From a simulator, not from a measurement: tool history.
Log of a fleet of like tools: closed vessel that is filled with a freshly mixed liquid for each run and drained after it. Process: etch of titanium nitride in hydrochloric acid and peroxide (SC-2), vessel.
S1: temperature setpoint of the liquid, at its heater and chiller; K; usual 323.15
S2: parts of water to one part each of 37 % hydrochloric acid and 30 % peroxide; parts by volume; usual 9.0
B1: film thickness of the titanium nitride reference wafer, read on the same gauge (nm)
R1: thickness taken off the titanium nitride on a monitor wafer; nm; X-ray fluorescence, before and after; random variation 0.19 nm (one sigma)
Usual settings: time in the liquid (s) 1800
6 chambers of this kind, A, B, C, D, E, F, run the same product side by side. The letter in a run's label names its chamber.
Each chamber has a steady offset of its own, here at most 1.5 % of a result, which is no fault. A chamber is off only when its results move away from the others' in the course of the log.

run 1A day=0.500 | S1=323.15 S2=9.0 time_in_the_liquid_(s)=1800 | B1=99.975 | R1=26.704
run 2C day=0.892 | S1=323.15 S2=9.0 time_in_the_liquid_(s)=1800 | B1=100.040 | R1=27.446
run 3F day=1.262 | S1=323.15 S2=9.0 time_in_the_liquid_(s)=1800 | B1=99.977 | R1=27.086
run 4E day=1.592 | S1=323.15 S2=9.0 time_in_the_liquid_(s)=1800 | B1=99.991 | R1=27.486
-- day=1.633 chamber E: chemicals flow meter replaced
run 5D day=1.854 | S1=323.15 S2=5.5 time_in_the_liquid_(s)=2555 | B1=100.040 | R1=56.384
run 6B day=2.300 | S1=323.15 S2=5.5 time_in_the_liquid_(s)=2555 | B1=99.977 | R1=55.472
run 7F day=2.717 | S1=323.15 S2=5.5 time_in_the_liquid_(s)=2555 | B1=99.980 | R1=57.191
run 8B day=2.988 | S1=323.15 S2=5.5 time_in_the_liquid_(s)=2555 | B1=99.989 | R1=55.225
run 9A day=3.475 | S1=323.15 S2=5.5 time_in_the_liquid_(s)=2555 | B1=100.010 | R1=56.852
run 10C day=3.908 | S1=323.15 S2=5.5 time_in_the_liquid_(s)=2555 | B1=99.985 | R1=57.317
run 11E day=4.408 | S1=323.15 S2=9.0 time_in_the_liquid_(s)=1800 | B1=100.020 | R1=27.273
run 12D day=4.679 | S1=323.15 S2=9.0 time_in_the_liquid_(s)=1800 | B1=100.000 | R1=27.001
run 13C day=5.108 | S1=323.15 S2=9.0 time_in_the_liquid_(s)=1800 | B1=100.010 | R1=27.455
run 14E day=5.646 | S1=323.15 S2=9.0 time_in_the_liquid_(s)=1800 | B1=99.998 | R1=27.323
-- day=5.742 chamber E: new drum of peroxide connected
run 15A day=6.175 | S1=323.15 S2=9.0 time_in_the_liquid_(s)=1800 | B1=100.030 | R1=27.287
run 16D day=6.633 | S1=323.15 S2=9.0 time_in_the_liquid_(s)=1800 | B1=100.030 | R1=26.939
run 17B day=7.042 | S1=323.15 S2=9.0 time_in_the_liquid_(s)=1800 | B1=99.993 | R1=26.894
run 18F day=7.400 | S1=323.15 S2=9.0 time_in_the_liquid_(s)=1800 | B1=99.981 | R1=27.003
-- day=7.821 chamber A: thermometer replaced
run 19F day=7.879 | S1=323.15 S2=9.0 time_in_the_liquid_(s)=1800 | B1=100.060 | R1=27.366
-- day=7.950 chamber F: new drum of peroxide connected
run 20C day=8.121 | S1=323.15 S2=6.5 time_in_the_liquid_(s)=755 | B1=100.010 | R1=14.813
run 21E day=8.567 | S1=323.15 S2=6.5 time_in_the_liquid_(s)=755 | B1=99.967 | R1=14.531
run 22D day=8.917 | S1=323.15 S2=6.5 time_in_the_liquid_(s)=755 | B1=100.000 | R1=14.798
run 23B day=9.279 | S1=323.15 S2=6.5 time_in_the_liquid_(s)=755 | B1=100.020 | R1=14.496
run 24A day=9.729 | S1=323.15 S2=6.5 time_in_the_liquid_(s)=755 | B1=99.985 | R1=14.622
run 25C day=10.129 | S1=323.15 S2=6.5 time_in_the_liquid_(s)=755 | B1=100.040 | R1=15.040
run 26A day=10.496 | S1=323.15 S2=7.0 time_in_the_liquid_(s)=1460 | B1=99.980 | R1=26.754
-- day=10.671 chamber C: new drum of peroxide connected
-- day=10.817 chamber B: new drum of peroxide connected
run 27B day=11.050 | S1=323.15 S2=7.0 time_in_the_liquid_(s)=1460 | B1=99.989 | R1=26.772
-- day=11.500 chamber F: thermometer replaced
run 28F day=11.512 | S1=323.15 S2=7.0 time_in_the_liquid_(s)=1460 | B1=99.995 | R1=26.855
run 29E day=11.958 | S1=323.15 S2=7.0 time_in_the_liquid_(s)=1460 | B1=99.984 | R1=25.910
run 30D day=12.517 | S1=323.15 S2=7.0 time_in_the_liquid_(s)=1460 | B1=100.030 | R1=26.988
run 31B day=12.900 | S1=323.15 S2=7.0 time_in_the_liquid_(s)=1460 | B1=99.993 | R1=26.581
-- day=13.108 chamber B: thermometer replaced
run 32E day=13.192 | S1=323.15 S2=9.0 time_in_the_liquid_(s)=1800 | B1=100.000 | R1=26.056
-- day=13.517 chamber A: new drum of peroxide connected
run 33A day=13.612 | S1=323.15 S2=9.0 time_in_the_liquid_(s)=1800 | B1=99.991 | R1=26.863
run 34F day=13.962 | S1=323.15 S2=11.5 time_in_the_liquid_(s)=1800 | B1=100.030 | R1=22.135
-- day=14.100 chamber D: new drum of peroxide connected
run 35C day=14.333 | S1=323.15 S2=11.5 time_in_the_liquid_(s)=1800 | B1=100.030 | R1=22.120
run 36D day=14.721 | S1=323.15 S2=11.5 time_in_the_liquid_(s)=1800 | B1=99.977 | R1=22.253
run 37B day=14.983 | S1=323.15 S2=11.5 time_in_the_liquid_(s)=1800 | B1=99.991 | R1=21.786
run 38C day=15.467 | S1=323.15 S2=11.5 time_in_the_liquid_(s)=1800 | B1=99.982 | R1=22.437
run 39F day=15.962 | S1=323.15 S2=11.5 time_in_the_liquid_(s)=1800 | B1=100.020 | R1=22.193
run 40A day=16.454 | S1=323.15 S2=9.0 time_in_the_liquid_(s)=2460 | B1=99.961 | R1=36.763
run 41E day=16.712 | S1=323.15 S2=9.0 time_in_the_liquid_(s)=2460 | B1=100.020 | R1=34.926

What goes on in this fleet: one chamber off, a drifting gauge, or nothing beyond the chambers' own small offsets? Name the chamber and the cause, if any.

Chamber E drifts away from the others.
Cause: liquid colder than its thermometer reads (K) = 0.975.
The log may not tell that from: chemicals flow below the setpoint (%); peroxide weaker than its label (%).

Here are 4 candidates for chamber E's next run, each the usual settings with a change, their results left as question marks. Which one brings its results back in line with what the others give on the usual settings?
In line means no further than this from the other chambers' mean on the usual settings: R1 0.650 nm
run 42E-1 day=17.112 | S1=323.15 S2=9.0 time_in_the_liquid_(s)=1780 | R1=?
run 42E-2 day=17.112 | S1=322.65 S2=9.0 time_in_the_liquid_(s)=1750 | R1=?
run 42E-3 day=17.112 | S1=323.15 S2=9.0 time_in_the_liquid_(s)=1825 | R1=?
run 42E-4 day=17.112 | S1=323.65 S2=9.0 time_in_the_liquid_(s)=1840 | R1=?

The other chambers' mean on the usual settings: R1 27.164 nm
run=42E-1 R1=25.150
run=42E-2 R1=23.910
run=42E-3 R1=25.786
run=42E-4 R1=26.902
42E-4 brings the chamber back in line.

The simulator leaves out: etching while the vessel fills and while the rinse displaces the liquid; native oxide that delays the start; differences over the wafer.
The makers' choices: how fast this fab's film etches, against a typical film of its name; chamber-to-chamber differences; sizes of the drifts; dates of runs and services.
